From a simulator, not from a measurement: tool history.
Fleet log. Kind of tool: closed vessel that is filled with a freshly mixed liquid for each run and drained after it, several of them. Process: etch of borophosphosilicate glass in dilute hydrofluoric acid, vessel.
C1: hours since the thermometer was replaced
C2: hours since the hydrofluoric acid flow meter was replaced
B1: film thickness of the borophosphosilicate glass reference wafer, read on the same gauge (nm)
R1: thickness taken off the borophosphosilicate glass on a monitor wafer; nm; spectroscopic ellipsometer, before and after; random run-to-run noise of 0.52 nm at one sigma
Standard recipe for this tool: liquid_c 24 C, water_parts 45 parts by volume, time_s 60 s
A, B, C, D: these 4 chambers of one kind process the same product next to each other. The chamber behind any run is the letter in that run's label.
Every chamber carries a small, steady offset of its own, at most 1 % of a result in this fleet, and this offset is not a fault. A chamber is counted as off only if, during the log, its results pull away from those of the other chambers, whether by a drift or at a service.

Run 1C, hour 9.5: usual settings; C1 1126; C2 99; B1 60.002. Result: R1 74.881 nm.
Run 2D, hour 21.3: usual settings; C1 799.6; C2 800.5; B1 60.039. Result: R1 73.816 nm.
Run 3B, hour 29: usual settings; C1 260.2; C2 398.2; B1 60.076. Result: R1 74.624 nm.
Run 4A, hour 37: usual settings; C1 1860.2; C2 201.5; B1 59.997. Result: R1 73.795 nm.
Run 5A, hour 50.6: usual settings but water_parts 60 parts by volume; C1 1873.8; C2 215.1; B1 60.039. Result: R1 54.458 nm.
Run 6C, hour 60.6: usual settings but water_parts 60 parts by volume; C1 1177.1; C2 150.1; B1 60.083. Result: R1 54.485 nm.
Run 7D, hour 74.9: usual settings but water_parts 60 parts by volume; C1 853.2; C2 854.1; B1 60.004. Result: R1 54.443 nm.
Run 8B, hour 84.4: usual settings but water_parts 60 parts by volume; C1 315.6; C2 453.6; B1 60.026. Result: R1 55.026 nm.
Run 9A, hour 94.2: usual settings; C1 1917.4; C2 258.7; B1 59.952. Result: R1 72.771 nm.
At hour 98.4: chamber C: thermometer replaced.
Run 10B, hour 107.4: usual settings; C1 338.6; C2 476.6; B1 59.989. Result: R1 74.876 nm.
Run 11D, hour 121: usual settings but time_s 45 s; C1 899.3; C2 900.2; B1 60.025. Result: R1 55.944 nm.
At hour 122.8: chamber D: hydrofluoric acid flow meter replaced.
Run 12C, hour 131.6: usual settings but time_s 45 s; C1 33.2; C2 221.1; B1 60.014. Result: R1 56.774 nm.
Run 13C, hour 145.4: usual settings but time_s 45 s; C1 47; C2 234.9; B1 59.968. Result: R1 56.158 nm.
Run 14A, hour 156.5: usual settings but time_s 45 s; C1 1979.7; C2 321; B1 59.99. Result: R1 54.397 nm.
Run 15D, hour 163.7: usual settings but liquid_c 19 C, water_parts 35 parts by volume; C1 942; C2 40.9; B1 60.031. Result: R1 76.911 nm.
Run 16B, hour 170.6: usual settings but liquid_c 19 C, water_parts 35 parts by volume; C1 401.8; C2 539.8; B1 59.986. Result: R1 80.554 nm.
Run 17D, hour 182.6: usual settings but liquid_c 19 C, water_parts 35 parts by volume; C1 960.9; C2 59.8; B1 60.018. Result: R1 77.844 nm.
At hour 189.2: chamber D: thermometer replaced.
Run 18C, hour 191.6: usual settings but liquid_c 19 C, water_parts 35 parts by volume; C1 93.2; C2 281.1; B1 60.014. Result: R1 78.895 nm.
Run 19A, hour 198.4: usual settings; C1 2021.6; C2 362.9; B1 59.957. Result: R1 73.968 nm.
Run 20B, hour 208.8: usual settings; C1 440; C2 578; B1 59.96. Result: R1 77.892 nm.
Run 21B, hour 219.8: usual settings; C1 451; C2 589; B1 59.942. Result: R1 77.706 nm.
Run 22C, hour 229.8: usual settings; C1 131.4; C2 319.3; B1 59.979. Result: R1 75.089 nm.
Run 23D, hour 238.1: usual settings but water_parts 40 parts by volume, time_s 80 s; C1 49; C2 115.3; B1 60.002. Result: R1 113.98 nm.
Run 24A, hour 247.3: usual settings but water_parts 40 parts by volume, time_s 80 s; C1 2070.5; C2 411.8; B1 59.974. Result: R1 110.61 nm.
Run 25D, hour 258.1: usual settings but water_parts 40 parts by volume, time_s 80 s; C1 69; C2 135.3; B1 60.008. Result: R1 113.16 nm.
Run 26A, hour 266.3: usual settings but water_parts 40 parts by volume, time_s 80 s; C1 2089.5; C2 430.8; B1 60.008. Result: R1 110.23 nm.

Which is it: a chamber that has drifted or been left off by a service, a gauge drift common to all chambers, or only each chamber's usual small offset? If a chamber is off, name it and its likeliest cause.

One chamber, B, drifts off from the rest bit by bit.
Most likely cause: hydrofluoric acid flow above the setpoint (%) = 7.32.
The log may not tell that from: liquid hotter than its thermometer reads (K).

Below are 4 candidate recipes for chamber B's next run, each the usual settings with a change, their results shown as question marks. Which of them brings B's results back in line with what the other chambers give on the usual settings?
Allowed miss from the other chambers' usual-settings mean, per result, to count as in line: R1 1.8 nm
Run 27B-1, hour 276.6: usual settings but liquid_c 26 C. Result: R1 ?.
Run 27B-2, hour 276.6: usual settings but time_s 55 s. Result: R1 ?.
Run 27B-3, hour 276.6: usual settings but water_parts 40 parts by volume. Result: R1 ?.
Run 27B-4, hour 276.6: usual settings but liquid_c 21 C. Result: R1 ?.

The other chambers' mean on the usual settings: R1 74.073 nm
  run      R1
27B-1  87.047
27B-2  73.555
27B-3  90.841
27B-4  70.853
Change 27B-2 lands the chamber within the allowed miss of the other chambers.

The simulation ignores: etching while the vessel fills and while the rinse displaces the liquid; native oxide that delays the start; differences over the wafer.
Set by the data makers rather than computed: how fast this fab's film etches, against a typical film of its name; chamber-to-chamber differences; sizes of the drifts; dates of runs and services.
